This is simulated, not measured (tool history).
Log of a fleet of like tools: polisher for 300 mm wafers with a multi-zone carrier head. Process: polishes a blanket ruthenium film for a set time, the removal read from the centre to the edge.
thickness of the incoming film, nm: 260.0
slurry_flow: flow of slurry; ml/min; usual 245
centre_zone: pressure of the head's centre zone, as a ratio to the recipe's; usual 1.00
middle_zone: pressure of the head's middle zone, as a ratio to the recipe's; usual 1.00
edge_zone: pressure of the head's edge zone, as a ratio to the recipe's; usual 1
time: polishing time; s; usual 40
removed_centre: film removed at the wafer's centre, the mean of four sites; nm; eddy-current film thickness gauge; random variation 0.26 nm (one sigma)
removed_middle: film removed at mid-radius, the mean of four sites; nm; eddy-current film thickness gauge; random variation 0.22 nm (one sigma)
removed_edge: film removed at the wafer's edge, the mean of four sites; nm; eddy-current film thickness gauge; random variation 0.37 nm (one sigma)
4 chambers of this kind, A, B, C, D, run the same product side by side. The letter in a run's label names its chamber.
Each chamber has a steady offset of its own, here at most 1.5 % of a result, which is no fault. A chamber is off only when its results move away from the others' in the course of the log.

run	hour	slurry_flow	centre_zone	middle_zone	edge_zone	time	removed_centre	removed_middle	removed_edge
1A	4.4	245	1.00	1.00	1	40	27.256	27.278	26.539
2B	10.3	245	1.00	1.00	1	40	26.919	27.402	27.047
3D	14.5	245	1.00	1.00	1	40	26.838	27.113	27.241
4C	18.1	245	1.00	1.00	1	40	27.282	27.193	27.594
5B	25.3	165	1.00	1.00	1	40	25.227	25.554	26.216
6C	29.1	165	1.00	1.00	1	40	25.574	25.451	26.071
7A	36.1	165	1.00	1.00	1	40	25.661	25.240	25.180
8D	43.6	165	1.00	1.00	1	40	24.629	25.580	26.122
9D	48.8	305	1.00	1.00	1	40	27.541	27.841	27.099
10A	52.9	305	1.00	1.00	1	40	27.943	27.882	26.747
# hour 53.7: chamber D: worn pad replaced by a new one
11C	56.6	305	1.00	1.00	1	40	28.342	27.803	28.147
12B	61.8	305	1.00	1.00	1	40	28.069	27.729	27.310
13A	66.6	245	1.00	1.00	1	40	27.062	27.079	26.647
14D	71.1	245	1.00	1.00	1	40	27.032	27.030	26.691
# hour 71.5: chamber B: worn pad replaced by a new one
15C	75.5	245	1.00	1.00	1	40	27.859	26.885	27.278
# hour 81.5: chamber C: worn pad replaced by a new one
# hour 81.9: chamber A: centre zone pressure recalibrated
16B	82.1	245	1.00	1.00	1	40	26.711	27.248	27.118
17B	85.6	245	1.00	1.00	1	40	26.754	27.050	27.842
18A	93.0	245	1.00	1.00	1	40	29.037	26.876	26.891
# hour 95.9: chamber A: slurry nozzle cleaned
19C	99.8	185	1.00	1.05	1	40	26.603	27.141	26.441
20D	103.3	185	1.00	1.05	1	40	25.855	27.425	26.112
# hour 106.1: chamber A: worn pad replaced by a new one
21D	110.6	185	1.00	1.05	1	40	25.802	27.462	26.485
22B	113.9	185	1.00	1.05	1	40	25.709	27.098	26.847
23A	119.8	245	1.00	1.00	1	40	29.544	27.266	27.002
24C	124.4	245	1.00	1.00	1	40	27.548	27.189	27.450
25B	131.8	245	1.00	1.00	1	40	26.676	27.210	27.672
26A	138.8	245	1.00	1.00	1	40	29.349	27.304	27.424
# hour 140.2: chamber D: worn pad replaced by a new one
27D	144.3	245	1.00	1.00	1	40	27.334	27.578	27.013
28C	150.2	245	1.04	1.07	1	40	28.811	29.055	27.514
29A	157.6	245	1.04	1.07	1	40	30.316	28.761	27.403
30D	163.2	245	1.04	1.07	1	40	28.101	28.947	27.007
31C	166.5	245	1.04	1.07	1	40	28.456	28.579	28.217

What goes on in this fleet: one chamber off, a drifting gauge, or nothing beyond the chambers' own small offsets? Name the chamber and the cause, if any.

A service left chamber A off against the others.
Cause: centre zone's pressure above its setpoint, % = 7.31.

Here are 4 candidates for chamber A's next run, each the usual settings with a change, their results left as question marks. Which one brings its results back in line with what the others give on the usual settings?
In line means no further than this from the other chambers' mean on the usual settings: removed_centre 0.910 nm; removed_middle 0.760 nm; removed_edge 1.300 nm
32A-1	172.0	250	1.07	1.00	0.97	40	?	?	?
32A-2	172.0	240	0.93	1.00	1.03	40	?	?	?
32A-3	172.0	245	1.02	1.00	0.99	40	?	?	?
32A-4	172.0	245	0.98	1.00	1.01	40	?	?	?

The other chambers' mean on the usual settings: removed_centre 26.973 nm; removed_middle 27.054 nm; removed_edge 27.086 nm
run	removed_centre	removed_middle	removed_edge
32A-1	31.377	27.233	26.583
32A-2	26.788	27.122	27.347
32A-3	29.711	27.176	26.824
32A-4	28.445	27.182	27.111
32A-2 brings the chamber back in line.

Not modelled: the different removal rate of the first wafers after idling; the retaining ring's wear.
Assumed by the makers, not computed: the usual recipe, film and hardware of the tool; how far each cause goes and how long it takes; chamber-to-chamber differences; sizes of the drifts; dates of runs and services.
